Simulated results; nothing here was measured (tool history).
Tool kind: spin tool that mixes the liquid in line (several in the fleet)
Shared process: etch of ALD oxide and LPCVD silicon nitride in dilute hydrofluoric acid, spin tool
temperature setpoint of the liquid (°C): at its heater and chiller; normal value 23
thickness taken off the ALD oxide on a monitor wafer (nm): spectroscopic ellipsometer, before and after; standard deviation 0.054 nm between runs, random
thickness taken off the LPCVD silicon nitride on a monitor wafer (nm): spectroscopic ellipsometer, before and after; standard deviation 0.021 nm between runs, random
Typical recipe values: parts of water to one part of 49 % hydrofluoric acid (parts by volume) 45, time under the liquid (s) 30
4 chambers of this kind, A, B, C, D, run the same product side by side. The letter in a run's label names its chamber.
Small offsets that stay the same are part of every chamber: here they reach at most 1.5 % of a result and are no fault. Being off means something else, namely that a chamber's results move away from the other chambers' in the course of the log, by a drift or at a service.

run   hour  temperature setpoint of the liquid (°C)  parts of water to one part of 49 % hydrofluoric acid (parts by volume)  time under the liquid (s)  read-back film thickness of the ALD oxide reference wafer, read on the same gauge (nm)  read-back film thickness of the LPCVD silicon nitride reference wafer, read on the same gauge (nm)  thickness taken off the ALD oxide on a monitor wafer (nm)  thickness taken off the LPCVD silicon nitride on a monitor wafer (nm)
 1A    3.6                                       23                                                                      45                         30                                                                                  30.012                                                                                               49.94                                                     6.7949                                                                0.26534
 2C    6.6                                       23                                                                      45                         30                                                                                   30.06                                                                                              50.026                                                     6.7302                                                                0.27381
 3D    9.7                                       23                                                                      45                         30                                                                                  29.963                                                                                               49.99                                                     6.7387                                                                0.29051
 4B   12.4                                       23                                                                      45                         30                                                                                  30.004                                                                                              49.963                                                     6.7369                                                                0.24179
 5C   15.6                                       23                                                                      45                         30                                                                                  29.982                                                                                              50.029                                                     6.7184                                                                0.24014
 6A   19.9                                       23                                                                      45                         30                                                                                  29.976                                                                                              50.008                                                     6.7705                                                                0.25328
 7B   22.4                                       23                                                                      45                         30                                                                                  30.023                                                                                               49.99                                                     6.6998                                                                0.30291
 8D     25                                       23                                                                      45                         30                                                                                  30.011                                                                                              50.005                                                     6.6626                                                                0.29252
 9B   27.6                                       23                                                                      45                         30                                                                                  30.034                                                                                              50.031                                                     6.7448                                                                0.23243
10D     32                                     26.5                                                                      55                         30                                                                                  29.992                                                                                              50.022                                                     6.2815                                                                0.32339
11C   35.6                                     26.5                                                                      55                         30                                                                                  30.034                                                                                               50.02                                                     6.1615                                                                  0.305
12A   40.1                                     26.5                                                                      55                         30                                                                                  30.022                                                                                              49.964                                                     6.3379                                                                0.32229
13C   43.1                                     26.5                                                                      55                         30                                                                                  29.981                                                                                                  50                                                     6.2095                                                                0.28117
14A   47.2                                       23                                                                      45                         30                                                                                  29.944                                                                                              49.979                                                      6.682                                                                0.27077
15B   49.3                                       26                                                                      45                         50                                                                                  30.002                                                                                              50.015                                                     12.766                                                                 0.4819
16D   53.5                                       26                                                                      45                         50                                                                                  30.004                                                                                              49.955                                                      12.45                                                                0.56948
17A   58.2                                       26                                                                      45                         50                                                                                  30.059                                                                                              50.002                                                     12.886                                                                 0.5659
18D     63                                       26                                                                      45                         50                                                                                  29.997                                                                                              50.016                                                     12.641                                                                0.60378
19B   66.5                                       23                                                                      45                         30                                                                                  29.985                                                                                              50.019                                                     6.7222                                                                0.28285
20C   70.3                                       23                                                                      45                         30                                                                                  29.979                                                                                               49.99                                                     6.6808                                                                 0.2683
21A   74.5                                       23                                                                      45                         30                                                                                  29.971                                                                                              50.031                                                     6.6841                                                                0.31508
22D   76.9                                       23                                                                      45                         30                                                                                  30.025                                                                                                  50                                                     6.6724                                                                0.29358
23B   79.4                                       23                                                                      45                         30                                                                                  29.991                                                                                              50.028                                                      6.748                                                                0.24268
24C   81.5                                       23                                                                      45                         30                                                                                  29.962                                                                                              50.018                                                     6.7572                                                                0.29327
25C   85.9                                       23                                                                      45                         30                                                                                  30.047                                                                                              49.988                                                      6.675                                                                0.26488
26D   88.7                                       23                                                                      45                         30                                                                                  29.975                                                                                              49.991                                                     6.6403                                                                0.30366
27A   93.3                                       23                                                                      45                         30                                                                                   30.02                                                                                              50.046                                                     6.7612                                                                0.30352
28B   95.6                                       23                                                                      45                         30                                                                                  30.035                                                                                              49.977                                                     6.7669                                                                0.28322
29D   99.8                                       23                                                                      45                         30                                                                                  29.988                                                                                              50.041                                                     6.7028                                                                0.30227
30A  104.3                                       23                                                                      45                         30                                                                                  29.991                                                                                              49.998                                                     6.7475                                                                0.31074
31C  108.9                                       23                                                                      45                         30                                                                                  30.036                                                                                              50.041                                                     6.6678                                                                0.28063
32B  112.8                                       23                                                                      45                         30                                                                                  29.949                                                                                              49.998                                                     6.7185                                                                0.25843
33A  116.4                                       23                                                                      45                         30                                                                                  29.995                                                                                              50.026                                                     6.6494                                                                0.25664
34C  119.2                                     21.5                                                                      45                         30                                                                                  30.037                                                                                              50.025                                                     6.3428                                                                0.25871
35D  121.3                                     21.5                                                                      45                         30                                                                                  29.999                                                                                              50.006                                                     6.2458                                                                0.22533
36B  125.4                                     21.5                                                                      45                         30                                                                                   29.96                                                                                              50.017                                                     6.4497                                                                0.26502
37B  129.9                                     21.5                                                                      45                         30                                                                                   30.03                                                                                              50.023                                                     6.3154                                                                0.25275
38D  132.8                                       23                                                                      45                         30                                                                                  29.994                                                                                              49.996                                                     6.6544                                                                0.32008
39C  136.7                                       23                                                                      45                         30                                                                                  30.035                                                                                              50.016                                                     6.7176                                                                0.23715

What goes on in this fleet: one chamber off, a drifting gauge, or nothing beyond the chambers' own small offsets? Name the chamber and the cause, if any.

All chambers stay in line apart from their small fixed offsets, and the gauge does not drift.
